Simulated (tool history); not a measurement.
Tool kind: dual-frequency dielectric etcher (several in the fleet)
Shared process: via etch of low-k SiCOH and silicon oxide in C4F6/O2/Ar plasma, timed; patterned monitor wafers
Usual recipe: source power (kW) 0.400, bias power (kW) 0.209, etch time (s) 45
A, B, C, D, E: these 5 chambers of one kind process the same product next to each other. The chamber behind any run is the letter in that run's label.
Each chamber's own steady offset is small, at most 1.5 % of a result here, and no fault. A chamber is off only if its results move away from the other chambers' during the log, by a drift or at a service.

run,hour,source power (kW),bias power (kW),etch time (s),"read-back reference wafer on the same gauge, depth_nm",mean etch depth across the wafer (angstrom)
# hour 2.9: chamber E: wet clean of the chamber
1D,10.9,0.400,0.209,45,130.00,1138.00
2B,21.6,0.400,0.209,45,129.86,1129.40
3C,29.5,0.400,0.209,45,130.07,1117.60
4A,39.6,0.400,0.209,45,129.93,1126.20
5E,49.8,0.400,0.209,45,130.06,1125.20
6B,59.9,0.400,0.173,35,129.99,830.01
7C,72.3,0.400,0.173,35,129.96,816.95
8D,84.7,0.400,0.173,35,129.91,829.70
9A,93.9,0.400,0.173,35,130.12,821.79
10E,101.6,0.400,0.173,35,129.95,825.15
11D,110.8,0.360,0.164,45,130.06,1009.40
12C,121.8,0.360,0.164,45,129.97,991.01
13E,134.2,0.360,0.164,45,130.03,989.17
14B,143.0,0.360,0.164,45,130.14,1011.60
15A,151.5,0.360,0.164,45,129.89,1004.00
16B,159.1,0.400,0.209,45,129.95,1126.90
17C,166.0,0.400,0.209,45,130.02,1119.50
18D,178.2,0.400,0.209,45,130.05,1135.50
19A,186.1,0.400,0.209,45,130.01,1131.00
# hour 190.7: chamber D: wet clean of the chamber
20E,194.7,0.400,0.209,45,129.95,1123.30
21D,205.5,0.340,0.209,45,129.99,1024.50
22C,212.9,0.340,0.209,45,129.90,1060.10
23B,226.8,0.340,0.209,45,130.02,1064.20
24A,239.2,0.340,0.209,45,129.90,1057.30
25E,249.9,0.340,0.209,45,129.98,1051.60
26B,262.0,0.400,0.209,45,130.04,1134.30
27C,272.0,0.400,0.228,45,129.99,1143.70
28D,278.7,0.400,0.228,45,130.06,1123.90
29E,291.1,0.400,0.228,45,129.97,1159.20
30A,301.5,0.400,0.228,45,129.92,1157.20

Predict what each chamber gives when all 5 of them run the settings below next.
31A,312.3,0.400,0.209,45,,?
31B,312.3,0.400,0.209,45,,?
31C,312.3,0.400,0.209,45,,?
31D,312.3,0.400,0.209,45,,?
31E,312.3,0.400,0.209,45,,?

run,mean etch depth across the wafer (angstrom)
31A,1124.50
31B,1128.80
31C,1114.00
31D,1085.30
31E,1122.40
